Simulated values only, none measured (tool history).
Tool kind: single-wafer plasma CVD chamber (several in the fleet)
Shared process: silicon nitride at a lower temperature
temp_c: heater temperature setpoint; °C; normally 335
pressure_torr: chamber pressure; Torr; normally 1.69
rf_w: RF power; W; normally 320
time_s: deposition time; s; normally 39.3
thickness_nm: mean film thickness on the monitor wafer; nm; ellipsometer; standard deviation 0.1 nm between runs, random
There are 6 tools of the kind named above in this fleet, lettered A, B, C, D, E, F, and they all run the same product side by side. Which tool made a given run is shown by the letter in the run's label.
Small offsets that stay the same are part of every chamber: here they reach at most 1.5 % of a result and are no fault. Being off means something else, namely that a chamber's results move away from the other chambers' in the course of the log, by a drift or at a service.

| run | day | temp_c | pressure_torr | rf_w | time_s | read-back reference wafer on the same gauge, thickness_nm | thickness_nm |
|---|---|---|---|---|---|---|---|
| 1C | 0.354 | 335 | 1.69 | 320 | 39.3 | 55.714 | 49.551 |
| 2B | 0.604 | 335 | 1.69 | 320 | 39.3 | 55.715 | 49.066 |
| 3E | 0.954 | 335 | 1.69 | 320 | 39.3 | 55.704 | 48.896 |
| 4F | 1.275 | 335 | 1.69 | 320 | 39.3 | 55.719 | 49.804 |
| 5D | 1.504 | 335 | 1.69 | 320 | 39.3 | 55.716 | 49.31 |
| 6A | 1.796 | 335 | 1.69 | 320 | 39.3 | 55.672 | 48.918 |
| 7F | 2.008 | 335 | 1.69 | 320 | 39.3 | 55.662 | 49.706 |
| 8B | 2.371 | 335 | 1.69 | 320 | 39.3 | 55.697 | 48.916 |
| 9C | 2.817 | 335 | 1.69 | 320 | 39.3 | 55.734 | 49.782 |
| 10A | 3.158 | 335 | 1.52 | 350 | 39.3 | 55.732 | 50.432 |
| 11E | 3.538 | 335 | 1.52 | 350 | 39.3 | 55.681 | 50.39 |
| 12D | 3.738 | 335 | 1.52 | 350 | 39.3 | 55.703 | 50.717 |
| 13A | 4.067 | 335 | 1.52 | 350 | 39.3 | 55.693 | 50.424 |
| 14C | 4.283 | 335 | 1.52 | 350 | 39.3 | 55.722 | 51.261 |
|  | 4.567 | chamber A: thermocouple changed; heater temperature recalibrated |
| 15E | 4.575 | 335 | 1.52 | 350 | 39.3 | 55.695 | 50.393 |
| 16D | 5.012 | 335 | 1.69 | 320 | 39.3 | 55.689 | 49.145 |
| 17F | 5.271 | 335 | 1.69 | 320 | 39.3 | 55.702 | 49.792 |
|  | 5.304 | chamber B: capacitance manometer re-zeroed and calibrated |
| 18B | 5.504 | 335 | 1.69 | 320 | 39.3 | 55.687 | 48.258 |
| 19B | 5.738 | 335 | 1.69 | 320 | 39.3 | 55.712 | 48.166 |
| 20C | 6.142 | 349 | 1.69 | 320 | 44.1 | 55.705 | 55.364 |
| 21D | 6.383 | 349 | 1.69 | 320 | 44.1 | 55.699 | 54.698 |
| 22F | 6.612 | 349 | 1.69 | 320 | 44.1 | 55.687 | 55.588 |
| 23E | 7.033 | 349 | 1.69 | 320 | 44.1 | 55.708 | 54.641 |
| 24A | 7.379 | 349 | 1.69 | 320 | 44.1 | 55.711 | 54.686 |
| 25C | 7.688 | 349 | 1.69 | 320 | 44.1 | 55.694 | 55.483 |
| 26A | 7.95 | 335 | 1.69 | 320 | 39.3 | 55.711 | 48.827 |
| 27E | 8.204 | 335 | 1.69 | 320 | 39.3 | 55.703 | 48.91 |
| 28F | 8.471 | 335 | 1.69 | 320 | 39.3 | 55.704 | 49.837 |
| 29D | 8.7 | 335 | 1.69 | 320 | 39.3 | 55.676 | 49.355 |
| 30B | 9.046 | 335 | 1.69 | 320 | 39.3 | 55.717 | 48.206 |
| 31B | 9.467 | 335 | 1.69 | 320 | 39.3 | 55.714 | 48.174 |
| 32F | 9.871 | 335 | 1.69 | 320 | 39.3 | 55.677 | 49.756 |
| 33E | 10.162 | 335 | 1.69 | 320 | 39.3 | 55.705 | 49.033 |
| 34A | 10.446 | 335 | 1.69 | 320 | 39.3 | 55.711 | 49.031 |
| 35D | 10.788 | 335 | 1.69 | 320 | 39.3 | 55.703 | 49.251 |
| 36C | 11.1 | 335 | 1.69 | 320 | 39.3 | 55.728 | 49.86 |
| 37F | 11.458 | 335 | 1.69 | 320 | 39.3 | 55.694 | 49.743 |
| 38D | 11.725 | 335 | 1.69 | 320 | 39.3 | 55.703 | 49.012 |

Which is it: a chamber that has drifted or been left off by a service, a gauge drift common to all chambers, or only each chamber's usual small offset? If a chamber is off, name it and its likeliest cause.

A service on chamber B put it out of line with the rest.
Likeliest cause: true pressure below the setpoint (%) = 5.62.

Below are 4 candidate recipes for chamber B's next run, each the usual settings with a change, their results shown as question marks. Which of them brings B's results back in line with what the other chambers give on the usual settings?
In line means no further than this from the other chambers' mean on the usual settings: thickness_nm 0.39 nm
| 39B-1 | 12.062 | 335 | 1.69 | 320 | 39.6 |  | ? |
| 39B-2 | 12.062 | 335 | 1.69 | 320 | 38.4 |  | ? |
| 39B-3 | 12.062 | 335 | 1.69 | 325 | 39.9 |  | ? |
| 39B-4 | 12.062 | 335 | 1.69 | 320 | 39 |  | ? |

Average result of the remaining chambers running the usual settings: thickness_nm 49.315 nm
| run | thickness_nm |
|---|---|
| 39B-1 | 48.563 |
| 39B-2 | 47.095 |
| 39B-3 | 49.439 |
| 39B-4 | 47.829 |
39B-3 is the one that brings the chamber's results back in line with the other chambers.

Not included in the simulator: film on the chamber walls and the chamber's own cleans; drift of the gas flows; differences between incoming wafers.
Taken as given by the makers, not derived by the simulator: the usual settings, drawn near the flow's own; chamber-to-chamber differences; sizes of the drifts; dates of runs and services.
